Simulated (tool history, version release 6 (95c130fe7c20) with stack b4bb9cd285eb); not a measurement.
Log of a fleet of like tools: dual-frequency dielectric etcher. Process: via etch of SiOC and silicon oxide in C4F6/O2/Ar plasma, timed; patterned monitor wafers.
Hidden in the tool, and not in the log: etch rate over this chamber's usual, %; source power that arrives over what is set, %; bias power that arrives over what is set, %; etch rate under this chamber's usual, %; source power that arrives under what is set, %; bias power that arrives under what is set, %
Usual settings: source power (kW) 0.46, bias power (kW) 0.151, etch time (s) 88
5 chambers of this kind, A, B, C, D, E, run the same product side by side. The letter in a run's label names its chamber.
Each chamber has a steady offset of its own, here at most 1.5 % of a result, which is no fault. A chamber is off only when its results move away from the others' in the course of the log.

run,hour,source power (kW),bias power (kW),etch time (s),hours since the last wet clean,hours since the last source power generator calibration,hours since the last bias power generator calibration,"read-back reference wafer on the same gauge, depth_nm",mean etch depth across the wafer (nm)
1A,5.7,0.46,0.151,88,334.1,1461.5,1607.2,88.768,99.97
2C,17.3,0.46,0.151,88,474.9,423.7,2267.2,88.679,99.628
3B,26.2,0.46,0.151,88,449.6,1608.7,1605.6,88.644,100.18
4D,32,0.46,0.151,88,334.6,587.4,409.2,88.802,99.824
5E,37.4,0.46,0.177,100,80.8,133.4,1837.5,88.743,118.29
# hour 40.2: chamber A: wet clean of the chamber
6E,47.2,0.46,0.177,100,90.6,143.2,1847.3,88.681,117.93
7B,56.3,0.46,0.177,100,479.7,1638.8,1635.7,88.698,119.41
8A,67,0.46,0.177,100,26.8,1522.8,1668.5,88.603,119.44
9D,73.3,0.46,0.177,100,375.9,628.7,450.5,88.753,119.56
# hour 76.3: chamber D: wet clean of the chamber
10C,81.1,0.41,0.151,72,538.7,487.5,2331,88.653,78.764
11B,89.6,0.41,0.151,72,513,1672.1,1669,88.672,78.01
12D,98.9,0.41,0.151,72,22.7,654.3,476.1,88.649,78.433
13E,108,0.41,0.151,72,151.4,204,1908.1,88.731,77.219
14C,118.6,0.41,0.151,72,576.2,525,2368.5,88.718,78.68
15A,125.5,0.46,0.151,88,85.3,1581.3,1727,88.694,100.4
16B,135.2,0.46,0.151,88,558.6,1717.7,1714.6,88.71,100.25
17A,141.7,0.39,0.151,68,101.5,1597.5,1743.2,88.698,72.45
18E,150.8,0.39,0.151,68,194.2,246.8,1950.9,88.688,71.509
# hour 158.4: chamber B: wet clean of the chamber
# hour 160: chamber C: wet clean of the chamber
19D,161.6,0.39,0.151,68,85.4,717,538.8,88.722,72.573
20C,167.9,0.39,0.151,68,8,574.3,2417.8,88.622,72.965
21A,173,0.39,0.151,68,132.8,1628.8,1774.5,88.709,72.35
22B,179.2,0.46,0.151,88,20.8,1761.7,1758.6,88.65,96.794
23E,189.8,0.55,0.151,68.5,233.2,285.8,1989.9,88.7,81.742
24D,200,0.55,0.151,68.5,123.8,755.4,577.2,88.723,84.109
25C,205.1,0.55,0.151,68.5,45.2,611.5,2455,88.723,83.375
26C,211.5,0.55,0.151,68.5,51.6,617.9,2461.4,88.616,84.041
27B,220.1,0.55,0.151,68.5,61.7,1802.6,1799.5,88.663,80.828
28D,230.6,0.46,0.151,88,154.4,786,607.8,88.685,100.04
29A,237.5,0.46,0.151,88,197.3,1693.3,1839,88.69,100.13
30E,243.3,0.46,0.151,88,286.7,339.3,2043.4,88.745,97.489
31E,249.6,0.46,0.151,88,293,345.6,2049.7,88.723,97.901
32D,254.7,0.46,0.151,88,178.5,810.1,631.9,88.704,100.04

What goes on in this fleet: one chamber off, a drifting gauge, or nothing beyond the chambers' own small offsets? Name the chamber and the cause, if any.

A service left chamber B off against the others.
Cause: etch rate under this chamber's usual, % = 3.27.

Here are 4 candidates for chamber B's next run, each the usual settings with a change, their results left as question marks. Which one brings its results back in line with what the others give on the usual settings?
In line means no further than this from the other chambers' mean on the usual settings: mean etch depth across the wafer (nm) 1.4
33B-1,263,0.49,0.151,88,,,,,?
33B-2,263,0.47,0.151,93,,,,,?
33B-3,263,0.46,0.15,86,,,,,?
33B-4,263,0.46,0.149,83,,,,,?

The other chambers' mean on the usual settings: mean etch depth across the wafer (nm) 99.77
run,mean etch depth across the wafer (nm)
33B-1,99.538
33B-2,103.5
33B-3,94.724
33B-4,91.232
33B-1 brings the chamber back in line.
